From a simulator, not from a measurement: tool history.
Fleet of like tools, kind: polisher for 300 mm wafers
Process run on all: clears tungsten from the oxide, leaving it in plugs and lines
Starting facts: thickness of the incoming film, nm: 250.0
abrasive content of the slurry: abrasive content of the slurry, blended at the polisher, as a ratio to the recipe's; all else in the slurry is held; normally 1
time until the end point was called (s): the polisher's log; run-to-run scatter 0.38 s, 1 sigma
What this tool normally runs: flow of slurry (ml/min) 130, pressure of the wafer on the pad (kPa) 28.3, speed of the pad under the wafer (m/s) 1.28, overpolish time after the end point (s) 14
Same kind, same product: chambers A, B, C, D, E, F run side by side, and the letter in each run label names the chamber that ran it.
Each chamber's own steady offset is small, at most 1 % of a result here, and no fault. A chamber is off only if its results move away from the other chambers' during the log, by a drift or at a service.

run    day  flow of slurry (ml/min)  pressure of the wafer on the pad (kPa)  speed of the pad under the wafer (m/s)  abrasive content of the slurry  overpolish time after the end point (s)  wafers polished on this pad  hours since the slurry nozzle was cleaned  hours since the head pressure was calibrated  hours since the slurry blender was calibrated  hours since the slurry got fresh peroxide  time until the end point was called (s)
     0.012  -- chamber B: head pressure recalibrated
 1C  0.146                      130                                    28.3                                    1.28                               1                                       14                         1027                                       44.6                                         167.5                                            4.1                                       31.7                                    33.56
     0.325  -- chamber B: worn pad replaced by a new one
 2E  0.333                      130                                    28.3                                    1.28                               1                                       14                          269                                      379.4                                         852.7                                          348.8                                      114.9                                   34.395
     0.417  -- chamber D: slurry tank refilled with fresh slurry and peroxide
 3A  0.583                      130                                    28.3                                    1.28                               1                                       14                          798                                      849.2                                         641.1                                           18.8                                       33.8                                   33.295
 4D  0.842                      130                                    28.3                                    1.28                               1                                       14                          161                                      253.4                                         539.6                                          138.3                                       10.2                                   32.932
 5B  1.038                      130                                    28.3                                    1.28                               1                                       14                          121                                      191.1                                          24.7                                            117                                       56.4                                   33.627
 6F  1.179                      130                                    28.3                                    1.46                               1                                       14                          534                                      143.2                                        1102.7                                          235.1                                      151.8                                   28.841
 7A  1.296                      130                                    28.3                                    1.46                               1                                       14                          918                                      866.3                                         658.2                                           35.9                                       50.9                                   29.104
     1.308  -- chamber A: slurry tank refilled with fresh slurry and peroxide
 8D  1.438                      130                                    28.3                                    1.46                               1                                       14                          261                                      267.7                                         553.9                                          152.6                                       24.5                                   29.569
     1.517  -- chamber F: slurry tank refilled with fresh slurry and peroxide
     1.596  -- chamber A: slurry nozzle cleaned
 9B  1.638                      130                                    28.3                                    1.46                               1                                       14                          222                                      205.5                                          39.1                                          131.4                                       70.8                                   28.523
     1.667  -- chamber E: slurry tank refilled with fresh slurry and peroxide
10E  1.842                      130                                    28.3                                    1.46                               1                                       14                          523                                      415.6                                         888.9                                            385                                        4.2                                   28.934
11C  2.083                      130                                    28.3                                    1.46                               1                                       14                         1354                                       91.1                                           214                                           50.6                                       78.2                                   29.898
     2.138  -- chamber C: worn pad replaced by a new one
12F  2.267                      130                                    28.3                                    1.28                               1                                       14                          717                                      169.3                                        1128.8                                          261.2                                         18                                   33.119
     2.342  -- chamber A: worn pad replaced by a new one
     2.392  -- chamber E: slurry blender recalibrated
13D  2.442                      130                                    28.3                                    1.28                               1                                       14                          431                                      291.8                                           578                                          176.7                                       48.6                                   33.252
14A  2.583                      130                                    28.3                                    1.28                               1                                       14                           41                                       23.8                                         689.1                                           66.8                                       30.7                                    33.53
15F  2.708                      130                                    28.3                                    1.28                               1                                       14                          792                                      179.9                                        1139.4                                          271.8                                       28.6                                   33.349
16B  2.954                      130                                    28.3                                    1.28                               1                                       14                          444                                      237.1                                          70.7                                            163                                      102.4                                   32.745
17C    3.2                      130                                    28.3                                    1.28                               1                                       14                          179                                      117.9                                         240.8                                           77.4                                        105                                    33.61
18E  3.312                      130                                    28.3                                    1.28                               1                                       14                          772                                      450.9                                         924.2                                           22.1                                       39.5                                   33.093
19C  3.454                      130                                    28.3                                    1.28                               1                                       14                          222                                        124                                         246.9                                           83.5                                      111.1                                   33.915
     3.588  -- chamber A: slurry tank refilled with fresh slurry and peroxide
20B  3.646                      130                                    28.3                                    1.28                               1                                       14                          561                                      253.7                                          87.3                                          179.6                                        119                                   33.395
21A  3.838                      130                                    28.3                                    1.28                               1                                       14                          252                                       53.9                                         719.2                                           96.9                                          6                                   33.409
22E      4                      130                                    28.3                                    1.28                               1                                       14                          888                                      467.4                                         940.7                                           38.6                                         56                                   33.289
     4.012  -- chamber C: slurry tank refilled with fresh slurry and peroxide
     4.062  -- chamber D: slurry tank refilled with fresh slurry and peroxide
23F  4.179                      130                                    28.3                                    1.28                               1                                       14                         1040                                      215.2                                        1174.7                                          307.1                                       63.9                                   33.703
     4.279  -- chamber B: worn pad replaced by a new one
24D  4.371                      130                                    28.3                                    1.28                               1                                       14                          757                                      338.1                                         624.3                                            223                                        7.5                                   33.779
25E  4.542                      130                                    28.3                                    1.28                               1                                       14                          979                                      480.4                                         953.7                                           51.6                                         69                                   32.733
26A  4.712                      130                                    28.3                                    1.28                               1                                       14                          400                                       74.9                                         740.2                                          117.9                                         27                                   33.014
27B  4.846                      130                                    28.3                                    1.28                               1                                       14                           96                                      282.5                                         116.1                                          208.4                                      147.8                                    33.85
28C  5.033                      130                                    33.8                                    1.14                               1                                       14                          489                                      161.9                                         284.8                                          121.4                                       24.5                                   31.827
29F  5.267                      130                                    33.8                                    1.14                               1                                       14                         1224                                      241.3                                        1200.8                                          333.2                                         90                                   31.414
30D  5.438                      130                                    33.8                                    1.14                               1                                       14                          937                                      363.7                                         649.9                                          248.6                                       33.1                                   31.852
     5.562  -- chamber D: slurry blender recalibrated
     5.617  -- chamber F: head pressure recalibrated
31E  5.646                      130                                    33.8                                    1.14                               1                                       14                         1166                                      506.9                                         980.2                                           78.1                                       95.5                                   31.692
     5.662  -- chamber C: slurry nozzle cleaned
     5.712  -- chamber A: slurry tank refilled with fresh slurry and peroxide
32B  5.821                      130                                    33.8                                    1.14                               1                                       14                          261                                      305.9                                         139.5                                          231.8                                      171.2                                   31.138
33C  6.025                      130                                    33.8                                    1.14                               1                                       14                          656                                        8.8                                         308.6                                          145.2                                       48.3                                   31.852
34F  6.271                      130                                    28.3                                    1.28                               1                                       14                         1393                                      265.4                                          15.8                                          357.3                                      114.1                                   33.765
35A  6.408                      130                                    28.3                                    1.28                               1                                       14                          687                                      115.6                                         780.9                                          158.6                                       16.8                                   33.046
36D  6.604                      130                                    28.3                                    1.28                               1                                       14                         1134                                      391.7                                         677.9                                             25                                       61.1                                   33.604
37F  6.742                      130                                    28.3                                    1.28                               1                                       14                         1473                                      276.7                                          27.1                                          368.6                                      125.4                                    32.51
     6.875  -- chamber B: slurry tank refilled with fresh slurry and peroxide
38D  6.996                      130                                    28.3                                    1.28                               1                                       14                         1200                                      401.1                                         687.3                                           34.4                                       70.5                                   33.482
39B  7.233                      130                                    28.3                                    1.28                               1                                       14                          499                                      339.8                                         173.4                                          265.7                                        8.6                                   33.013

Read the log: is a single chamber off, either drifting away or since a service, is the gauge that measures every chamber drifting, or is nothing wrong beyond small per-chamber offsets? Name any odd chamber and what most likely caused it.

Beyond each chamber's small constant offset nothing stands out, and the gauge stays steady.
